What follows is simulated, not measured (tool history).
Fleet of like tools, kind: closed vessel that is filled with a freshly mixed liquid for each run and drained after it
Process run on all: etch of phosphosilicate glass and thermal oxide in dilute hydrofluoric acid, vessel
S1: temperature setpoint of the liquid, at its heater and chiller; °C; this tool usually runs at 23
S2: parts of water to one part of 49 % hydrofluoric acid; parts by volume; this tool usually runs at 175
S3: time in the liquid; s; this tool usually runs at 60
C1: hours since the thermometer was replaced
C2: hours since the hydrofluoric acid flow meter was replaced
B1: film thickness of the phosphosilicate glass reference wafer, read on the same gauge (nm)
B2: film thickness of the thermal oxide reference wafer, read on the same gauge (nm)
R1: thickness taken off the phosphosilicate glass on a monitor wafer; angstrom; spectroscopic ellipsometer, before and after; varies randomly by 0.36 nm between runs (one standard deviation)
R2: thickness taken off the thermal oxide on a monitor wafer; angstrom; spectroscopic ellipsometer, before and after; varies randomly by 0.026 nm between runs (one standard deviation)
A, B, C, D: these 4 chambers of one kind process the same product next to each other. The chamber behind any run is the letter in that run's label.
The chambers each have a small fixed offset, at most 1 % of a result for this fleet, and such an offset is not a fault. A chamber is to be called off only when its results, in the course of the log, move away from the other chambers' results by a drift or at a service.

run 1B hour=9.5 | S1=23 S2=175 S3=60 | C1=642.5 C2=445.2 | B1=60.041 B2=79.991 | R1=530.42 R2=14.801
run 2A hour=18.3 | S1=23 S2=175 S3=60 | C1=224.4 C2=309.5 | B1=60.015 B2=79.977 | R1=545.2 R2=14.877
run 3C hour=26.4 | S1=23 S2=175 S3=60 | C1=630.5 C2=169.1 | B1=60.002 B2=80 | R1=533.95 R2=14.528
run 4D hour=33.7 | S1=23 S2=175 S3=60 | C1=329.3 C2=734.3 | B1=59.989 B2=80.003 | R1=534.81 R2=14.573
run 5A hour=39.1 | S1=23 S2=175 S3=60 | C1=245.2 C2=330.3 | B1=60.015 B2=80.018 | R1=532.01 R2=14.461
run 6B hour=46.1 | S1=27.5 S2=175 S3=60 | C1=679.1 C2=481.8 | B1=60.008 B2=79.993 | R1=636.19 R2=17.963
run 7D hour=50.8 | S1=27.5 S2=175 S3=60 | C1=346.4 C2=751.4 | B1=59.995 B2=80.002 | R1=644.49 R2=17.493
run 8C hour=57.1 | S1=27.5 S2=175 S3=60 | C1=661.2 C2=199.8 | B1=60.024 B2=80.008 | R1=629.11 R2=17.326
run 9B hour=62.3 | S1=27.5 S2=175 S3=60 | C1=695.3 C2=498 | B1=60.017 B2=79.988 | R1=623.47 R2=18.219
run 10C hour=71.2 | S1=23 S2=175 S3=60 | C1=675.3 C2=213.9 | B1=59.997 B2=79.982 | R1=540.54 R2=14.574
run 11A hour=78.3 | S1=23 S2=175 S3=60 | C1=284.4 C2=369.5 | B1=60.009 B2=79.985 | R1=538.15 R2=14.995
run 12D hour=85 | S1=23 S2=175 S3=60 | C1=380.6 C2=785.6 | B1=60.047 B2=79.976 | R1=543.44 R2=15.04
run 13C hour=93.1 | S1=23 S2=175 S3=60 | C1=697.2 C2=235.8 | B1=60.013 B2=80.016 | R1=532.19 R2=15.071
run 14A hour=102.8 | S1=23 S2=110 S3=60 | C1=308.9 C2=394 | B1=60.021 B2=79.99 | R1=918.44 R2=25.497
run 15B hour=110.8 | S1=23 S2=110 S3=60 | C1=743.8 C2=546.5 | B1=59.999 B2=80.009 | R1=902.67 R2=25.495
run 16D hour=116.8 | S1=23 S2=110 S3=60 | C1=412.4 C2=817.4 | B1=59.993 B2=80.008 | R1=914.85 R2=25.036
run 17C hour=121.6 | S1=23 S2=110 S3=60 | C1=725.7 C2=264.3 | B1=60.004 B2=80.002 | R1=920.66 R2=24.862
run 18B hour=128.3 | S1=23 S2=175 S3=60 | C1=761.3 C2=564 | B1=59.988 B2=80.002 | R1=532.18 R2=15.352
run 19D hour=135.9 | S1=23 S2=175 S3=60 | C1=431.5 C2=836.5 | B1=60.012 B2=79.971 | R1=544.28 R2=14.637
run 20A hour=145.7 | S1=23 S2=175 S3=60 | C1=351.8 C2=436.9 | B1=59.985 B2=80.051 | R1=539.37 R2=14.682
run 21C hour=151.9 | S1=23 S2=175 S3=60 | C1=756 C2=294.6 | B1=60.006 B2=79.995 | R1=539.16 R2=14.706
run 22D hour=160.2 | S1=23 S2=175 S3=60 | C1=455.8 C2=860.8 | B1=59.993 B2=79.963 | R1=537.63 R2=14.632
run 23B hour=165.1 | S1=23 S2=175 S3=60 | C1=798.1 C2=600.8 | B1=59.993 B2=80.004 | R1=536.85 R2=15
run 24A hour=172.5 | S1=23 S2=175 S3=60 | C1=378.6 C2=463.7 | B1=60.047 B2=80.001 | R1=539.58 R2=14.908
run 25B hour=181 | S1=23 S2=175 S3=60 | C1=814 C2=616.7 | B1=59.977 B2=79.975 | R1=532.26 R2=14.609
run 26D hour=187.3 | S1=23 S2=175 S3=60 | C1=482.9 C2=887.9 | B1=60.002 B2=79.991 | R1=536.03 R2=15.269
run 27A hour=192.6 | S1=23 S2=175 S3=60 | C1=398.7 C2=483.8 | B1=59.982 B2=80.016 | R1=540.13 R2=15.198
run 28C hour=197 | S1=23 S2=175 S3=60 | C1=801.1 C2=339.7 | B1=60.005 B2=79.998 | R1=539.59 R2=15.122

The same settings go to every chamber for the next run, one line per chamber below. Forecast the results for each:
run 29A hour=204.2 | S1=23 S2=175 S3=60 | R1=? R2=?
run 29B hour=204.2 | S1=23 S2=175 S3=60 | R1=? R2=?
run 29C hour=204.2 | S1=23 S2=175 S3=60 | R1=? R2=?
run 29D hour=204.2 | S1=23 S2=175 S3=60 | R1=? R2=?

run=29A R1=534.99 R2=14.52
run=29B R1=540.54 R2=14.67
run=29C R1=537.9 R2=14.992
run=29D R1=545.99 R2=14.835
